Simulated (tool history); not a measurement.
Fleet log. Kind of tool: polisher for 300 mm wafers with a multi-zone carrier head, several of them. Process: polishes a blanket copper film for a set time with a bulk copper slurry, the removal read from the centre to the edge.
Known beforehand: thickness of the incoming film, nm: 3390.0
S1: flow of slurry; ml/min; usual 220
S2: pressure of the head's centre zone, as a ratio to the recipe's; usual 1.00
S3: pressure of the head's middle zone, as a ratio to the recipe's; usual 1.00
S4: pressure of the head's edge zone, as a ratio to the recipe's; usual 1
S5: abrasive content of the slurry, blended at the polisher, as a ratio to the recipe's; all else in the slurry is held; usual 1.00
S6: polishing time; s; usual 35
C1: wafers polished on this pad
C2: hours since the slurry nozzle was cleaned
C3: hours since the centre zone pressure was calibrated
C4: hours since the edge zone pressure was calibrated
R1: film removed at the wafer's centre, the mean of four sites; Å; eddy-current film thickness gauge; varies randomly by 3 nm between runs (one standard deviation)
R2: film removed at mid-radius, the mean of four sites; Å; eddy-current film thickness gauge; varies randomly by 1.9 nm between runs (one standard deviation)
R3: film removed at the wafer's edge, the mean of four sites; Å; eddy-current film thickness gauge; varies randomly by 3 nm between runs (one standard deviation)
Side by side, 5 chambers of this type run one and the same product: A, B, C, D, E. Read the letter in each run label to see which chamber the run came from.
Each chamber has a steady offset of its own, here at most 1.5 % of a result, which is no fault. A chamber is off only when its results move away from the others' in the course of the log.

{"day": 0.15, "done": "chamber B: worn pad replaced by a new one"}
{"run": "1B", "day": 0.279, "S1": 220, "S2": 1.0, "S3": 1.0, "S4": 1, "S5": 1.0, "S6": 35, "C1": 35, "C2": 425.9, "C3": 251.1, "C4": 732.6, "R1": 2665.1, "R2": 2632.1, "R3": 2654.2}
{"day": 0.438, "done": "chamber A: worn pad replaced by a new one"}
{"run": "2A", "day": 0.512, "S1": 220, "S2": 1.0, "S3": 1.0, "S4": 1, "S5": 1.0, "S6": 35, "C1": 19, "C2": 250.3, "C3": 350.1, "C4": 660.7, "R1": 2609.1, "R2": 2611.0, "R3": 2704.4}
{"run": "3E", "day": 0.7, "S1": 220, "S2": 1.0, "S3": 1.0, "S4": 1, "S5": 1.0, "S6": 35, "C1": 1299, "C2": 192.0, "C3": 621.1, "C4": 62.4, "R1": 2622.1, "R2": 2626.6, "R3": 2614.9}
{"run": "4C", "day": 0.929, "S1": 220, "S2": 1.0, "S3": 1.0, "S4": 1, "S5": 1.0, "S6": 35, "C1": 828, "C2": 53.5, "C3": 178.8, "C4": 143.2, "R1": 2640.1, "R2": 2626.8, "R3": 2611.4}
{"run": "5D", "day": 1.296, "S1": 220, "S2": 1.0, "S3": 1.0, "S4": 1, "S5": 1.0, "S6": 35, "C1": 1175, "C2": 447.9, "C3": 565.2, "C4": 1043.5, "R1": 2612.3, "R2": 2598.1, "R3": 2627.0}
{"day": 1.454, "done": "chamber C: worn pad replaced by a new one"}
{"run": "6C", "day": 1.554, "S1": 220, "S2": 1.0, "S3": 1.0, "S4": 1, "S5": 1.0, "S6": 35, "C1": 27, "C2": 68.5, "C3": 193.8, "C4": 158.2, "R1": 2633.9, "R2": 2632.3, "R3": 2629.2}
{"run": "7B", "day": 1.888, "S1": 220, "S2": 1.0, "S3": 1.0, "S4": 1, "S5": 1.0, "S6": 35, "C1": 459, "C2": 464.5, "C3": 289.7, "C4": 771.2, "R1": 2583.6, "R2": 2596.0, "R3": 2627.4}
{"run": "8A", "day": 2.138, "S1": 220, "S2": 1.0, "S3": 1.0, "S4": 1, "S5": 1.0, "S6": 35, "C1": 448, "C2": 289.3, "C3": 389.1, "C4": 699.7, "R1": 2644.1, "R2": 2641.5, "R3": 2679.8}
{"day": 2.233, "done": "chamber E: worn pad replaced by a new one"}
{"day": 2.238, "done": "chamber D: worn pad replaced by a new one"}
{"run": "9E", "day": 2.371, "S1": 220, "S2": 1.0, "S3": 1.0, "S4": 1, "S5": 1.0, "S6": 35, "C1": 37, "C2": 232.1, "C3": 661.2, "C4": 102.5, "R1": 2674.4, "R2": 2639.9, "R3": 2672.0}
{"run": "10D", "day": 2.638, "S1": 220, "S2": 1.0, "S3": 1.0, "S4": 1, "S5": 1.0, "S6": 35, "C1": 106, "C2": 480.1, "C3": 597.4, "C4": 1075.7, "R1": 2585.2, "R2": 2610.2, "R3": 2623.3}
{"run": "11E", "day": 2.829, "S1": 220, "S2": 1.0, "S3": 1.0, "S4": 1, "S5": 1.0, "S6": 35, "C1": 158, "C2": 243.1, "C3": 672.2, "C4": 113.5, "R1": 2656.1, "R2": 2615.3, "R3": 2601.4}
{"run": "12C", "day": 3.033, "S1": 160, "S2": 1.0, "S3": 1.0, "S4": 1, "S5": 0.75, "S6": 35, "C1": 417, "C2": 104.0, "C3": 229.3, "C4": 193.7, "R1": 2294.3, "R2": 2354.4, "R3": 2408.2}
{"run": "13D", "day": 3.225, "S1": 160, "S2": 1.0, "S3": 1.0, "S4": 1, "S5": 0.75, "S6": 35, "C1": 261, "C2": 494.2, "C3": 611.5, "C4": 1089.8, "R1": 2349.9, "R2": 2350.7, "R3": 2386.2}
{"day": 3.417, "done": "chamber B: worn pad replaced by a new one"}
{"run": "14A", "day": 3.475, "S1": 160, "S2": 1.0, "S3": 1.0, "S4": 1, "S5": 0.75, "S6": 35, "C1": 801, "C2": 321.4, "C3": 421.2, "C4": 731.8, "R1": 2342.4, "R2": 2348.9, "R3": 2390.9}
{"day": 3.671, "done": "chamber A: worn pad replaced by a new one"}
{"run": "15B", "day": 3.721, "S1": 160, "S2": 1.0, "S3": 1.0, "S4": 1, "S5": 0.75, "S6": 35, "C1": 80, "C2": 508.5, "C3": 333.7, "C4": 815.2, "R1": 2364.3, "R2": 2372.0, "R3": 2368.9}
{"run": "16E", "day": 3.971, "S1": 160, "S2": 1.0, "S3": 1.0, "S4": 1, "S5": 0.75, "S6": 35, "C1": 459, "C2": 270.5, "C3": 699.6, "C4": 140.9, "R1": 2311.0, "R2": 2346.2, "R3": 2364.3}
{"day": 4.05, "done": "chamber B: slurry nozzle cleaned"}
{"run": "17A", "day": 4.171, "S1": 220, "S2": 1.0, "S3": 1.0, "S4": 1, "S5": 1.0, "S6": 35, "C1": 132, "C2": 338.1, "C3": 437.9, "C4": 748.5, "R1": 2653.6, "R2": 2587.4, "R3": 2652.4}
{"run": "18B", "day": 4.575, "S1": 220, "S2": 1.0, "S3": 1.0, "S4": 1, "S5": 1.0, "S6": 35, "C1": 305, "C2": 12.7, "C3": 354.2, "C4": 835.7, "R1": 2619.7, "R2": 2651.0, "R3": 2646.5}
{"run": "19D", "day": 4.775, "S1": 220, "S2": 1.0, "S3": 1.0, "S4": 1, "S5": 1.0, "S6": 35, "C1": 670, "C2": 531.4, "C3": 648.7, "C4": 1127.0, "R1": 2590.1, "R2": 2607.0, "R3": 2550.0}
{"day": 4.792, "done": "chamber E: slurry nozzle cleaned"}
{"day": 4.883, "done": "chamber C: worn pad replaced by a new one"}
{"run": "20C", "day": 5.188, "S1": 220, "S2": 1.0, "S3": 1.0, "S4": 1, "S5": 1.0, "S6": 35, "C1": 80, "C2": 155.7, "C3": 281.0, "C4": 245.4, "R1": 2551.9, "R2": 2588.6, "R3": 2635.9}
{"run": "21E", "day": 5.367, "S1": 220, "S2": 1.0, "S3": 1.0, "S4": 1, "S5": 1.0, "S6": 35, "C1": 827, "C2": 13.8, "C3": 733.1, "C4": 174.4, "R1": 2632.7, "R2": 2661.9, "R3": 2612.1}
{"day": 5.517, "done": "chamber D: slurry nozzle cleaned"}
{"run": "22D", "day": 5.771, "S1": 220, "S2": 1.0, "S3": 1.04, "S4": 1, "S5": 1.0, "S6": 35, "C1": 932, "C2": 6.1, "C3": 672.6, "C4": 1150.9, "R1": 2622.2, "R2": 2690.5, "R3": 2588.1}
{"run": "23B", "day": 6.008, "S1": 220, "S2": 1.0, "S3": 1.04, "S4": 1, "S5": 1.0, "S6": 35, "C1": 683, "C2": 47.1, "C3": 388.6, "C4": 870.1, "R1": 2637.8, "R2": 2718.2, "R3": 2650.9}
{"run": "24A", "day": 6.371, "S1": 220, "S2": 1.0, "S3": 1.04, "S4": 1, "S5": 1.0, "S6": 35, "C1": 712, "C2": 390.9, "C3": 490.7, "C4": 801.3, "R1": 2625.8, "R2": 2723.3, "R3": 2595.4}
{"run": "25C", "day": 6.583, "S1": 220, "S2": 1.0, "S3": 1.04, "S4": 1, "S5": 1.0, "S6": 35, "C1": 448, "C2": 189.2, "C3": 314.5, "C4": 278.9, "R1": 2614.7, "R2": 2699.2, "R3": 2632.7}
{"day": 6.833, "done": "chamber B: worn pad replaced by a new one"}
{"run": "26B", "day": 6.983, "S1": 220, "S2": 1.0, "S3": 1.04, "S4": 1, "S5": 1.0, "S6": 35, "C1": 40, "C2": 70.5, "C3": 412.0, "C4": 893.5, "R1": 2648.1, "R2": 2756.7, "R3": 2647.0}
{"day": 7.192, "done": "chamber A: worn pad replaced by a new one"}
{"run": "27D", "day": 7.217, "S1": 220, "S2": 1.0, "S3": 1.0, "S4": 1, "S5": 1.0, "S6": 35, "C1": 1314, "C2": 40.8, "C3": 707.3, "C4": 1185.6, "R1": 2594.5, "R2": 2605.7, "R3": 2529.9}
{"run": "28E", "day": 7.508, "S1": 220, "S2": 1.0, "S3": 1.0, "S4": 1, "S5": 1.0, "S6": 35, "C1": 1392, "C2": 65.2, "C3": 784.5, "C4": 225.8, "R1": 2624.0, "R2": 2623.1, "R3": 2641.0}
{"run": "29C", "day": 7.825, "S1": 220, "S2": 1.07, "S3": 1.0, "S4": 1, "S5": 1.25, "S6": 35, "C1": 776, "C2": 219.0, "C3": 344.3, "C4": 308.7, "R1": 2943.0, "R2": 2745.8, "R3": 2762.9}
{"day": 7.879, "done": "chamber C: worn pad replaced by a new one"}
{"run": "30A", "day": 8.2, "S1": 220, "S2": 1.07, "S3": 1.0, "S4": 1, "S5": 1.25, "S6": 35, "C1": 266, "C2": 434.8, "C3": 534.6, "C4": 845.2, "R1": 3015.6, "R2": 2737.4, "R3": 2751.4}
{"run": "31C", "day": 8.446, "S1": 220, "S2": 1.07, "S3": 1.0, "S4": 1, "S5": 1.25, "S6": 35, "C1": 149, "C2": 233.9, "C3": 359.2, "C4": 323.6, "R1": 2946.6, "R2": 2708.9, "R3": 2758.8}

All chambers now run identical settings, listed one chamber a line with results as question marks. What results will each chamber show?
{"run": "32A", "day": 8.742, "S1": 220, "S2": 1.09, "S3": 1.0, "S4": 1, "S5": 1.0, "S6": 35, "R1": "?", "R2": "?", "R3": "?"}
{"run": "32B", "day": 8.742, "S1": 220, "S2": 1.09, "S3": 1.0, "S4": 1, "S5": 1.0, "S6": 35, "R1": "?", "R2": "?", "R3": "?"}
{"run": "32C", "day": 8.742, "S1": 220, "S2": 1.09, "S3": 1.0, "S4": 1, "S5": 1.0, "S6": 35, "R1": "?", "R2": "?", "R3": "?"}
{"run": "32D", "day": 8.742, "S1": 220, "S2": 1.09, "S3": 1.0, "S4": 1, "S5": 1.0, "S6": 35, "R1": "?", "R2": "?", "R3": "?"}
{"run": "32E", "day": 8.742, "S1": 220, "S2": 1.09, "S3": 1.0, "S4": 1, "S5": 1.0, "S6": 35, "R1": "?", "R2": "?", "R3": "?"}

run=32A R1=2851.2 R2=2606.2 R3=2652.1
run=32B R1=2889.8 R2=2621.1 R3=2619.6
run=32C R1=2861.3 R2=2606.2 R3=2620.3
run=32D R1=2852.2 R2=2589.9 R3=2570.9
run=32E R1=2928.8 R2=2665.1 R3=2589.3
